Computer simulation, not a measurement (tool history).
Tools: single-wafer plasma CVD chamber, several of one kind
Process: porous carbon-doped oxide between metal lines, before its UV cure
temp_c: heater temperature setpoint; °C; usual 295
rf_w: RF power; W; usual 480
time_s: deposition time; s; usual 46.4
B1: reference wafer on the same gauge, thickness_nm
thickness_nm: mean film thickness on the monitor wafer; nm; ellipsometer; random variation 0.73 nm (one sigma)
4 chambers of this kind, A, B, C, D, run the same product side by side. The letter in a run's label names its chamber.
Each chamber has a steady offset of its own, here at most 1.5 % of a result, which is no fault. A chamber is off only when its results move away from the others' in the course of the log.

run 1A day=0.233 | temp_c=295 rf_w=480 time_s=46.4 | B1=255.83 | thickness_nm=245.98
run 2B day=0.442 | temp_c=295 rf_w=480 time_s=46.4 | B1=256.02 | thickness_nm=248.60
run 3D day=0.629 | temp_c=295 rf_w=480 time_s=46.4 | B1=256.11 | thickness_nm=246.74
run 4C day=0.829 | temp_c=295 rf_w=480 time_s=46.4 | B1=255.92 | thickness_nm=248.36
run 5D day=0.992 | temp_c=295 rf_w=480 time_s=46.4 | B1=255.86 | thickness_nm=247.07
run 6B day=1.208 | temp_c=295 rf_w=480 time_s=46.4 | B1=255.90 | thickness_nm=246.95
run 7A day=1.388 | temp_c=295 rf_w=480 time_s=46.4 | B1=256.13 | thickness_nm=246.11
run 8C day=1.617 | temp_c=295 rf_w=480 time_s=46.4 | B1=255.94 | thickness_nm=248.81
run 9D day=1.867 | temp_c=295 rf_w=480 time_s=46.4 | B1=256.11 | thickness_nm=248.08
run 10A day=2.079 | temp_c=295 rf_w=480 time_s=46.4 | B1=256.07 | thickness_nm=245.80
run 11B day=2.342 | temp_c=295 rf_w=480 time_s=41.2 | B1=256.08 | thickness_nm=218.73
run 12C day=2.625 | temp_c=295 rf_w=480 time_s=41.2 | B1=256.13 | thickness_nm=221.40
run 13C day=2.850 | temp_c=295 rf_w=480 time_s=41.2 | B1=256.04 | thickness_nm=221.11
run 14A day=3.096 | temp_c=295 rf_w=480 time_s=41.2 | B1=256.05 | thickness_nm=219.75
-- day=3.242 chamber C: RF generator calibrated
run 15B day=3.242 | temp_c=285 rf_w=480 time_s=46.4 | B1=255.90 | thickness_nm=264.77
run 16D day=3.488 | temp_c=285 rf_w=480 time_s=46.4 | B1=256.16 | thickness_nm=261.79
run 17A day=3.762 | temp_c=285 rf_w=480 time_s=46.4 | B1=256.13 | thickness_nm=261.09
run 18D day=4.004 | temp_c=285 rf_w=480 time_s=46.4 | B1=255.99 | thickness_nm=262.97
run 19B day=4.221 | temp_c=295 rf_w=480 time_s=46.4 | B1=256.16 | thickness_nm=248.34
run 20C day=4.483 | temp_c=295 rf_w=480 time_s=46.4 | B1=256.00 | thickness_nm=250.42
run 21D day=4.625 | temp_c=295 rf_w=480 time_s=46.4 | B1=256.09 | thickness_nm=248.26
run 22A day=4.842 | temp_c=295 rf_w=565 time_s=46.4 | B1=256.07 | thickness_nm=273.50
run 23B day=5.088 | temp_c=295 rf_w=565 time_s=46.4 | B1=255.84 | thickness_nm=276.12
run 24C day=5.304 | temp_c=295 rf_w=565 time_s=46.4 | B1=256.05 | thickness_nm=277.64
run 25D day=5.442 | temp_c=295 rf_w=565 time_s=46.4 | B1=255.91 | thickness_nm=275.28
run 26C day=5.604 | temp_c=295 rf_w=480 time_s=46.4 | B1=255.99 | thickness_nm=249.24
-- day=5.617 chamber B: RF generator calibrated
run 27A day=5.879 | temp_c=295 rf_w=480 time_s=46.4 | B1=255.92 | thickness_nm=246.28
run 28B day=6.175 | temp_c=295 rf_w=480 time_s=46.4 | B1=255.91 | thickness_nm=247.93
run 29B day=6.379 | temp_c=295 rf_w=480 time_s=46.4 | B1=256.08 | thickness_nm=247.01
run 30A day=6.621 | temp_c=285 rf_w=565 time_s=46.4 | B1=256.22 | thickness_nm=290.86

All 4 chambers run these settings next. Forecast each chamber's results:
run 31A day=6.842 | temp_c=295 rf_w=480 time_s=46.4 | thickness_nm=?
run 31B day=6.842 | temp_c=295 rf_w=480 time_s=46.4 | thickness_nm=?
run 31C day=6.842 | temp_c=295 rf_w=480 time_s=46.4 | thickness_nm=?
run 31D day=6.842 | temp_c=295 rf_w=480 time_s=46.4 | thickness_nm=?

run=31A thickness_nm=246.37
run=31B thickness_nm=246.67
run=31C thickness_nm=248.05
run=31D thickness_nm=248.92
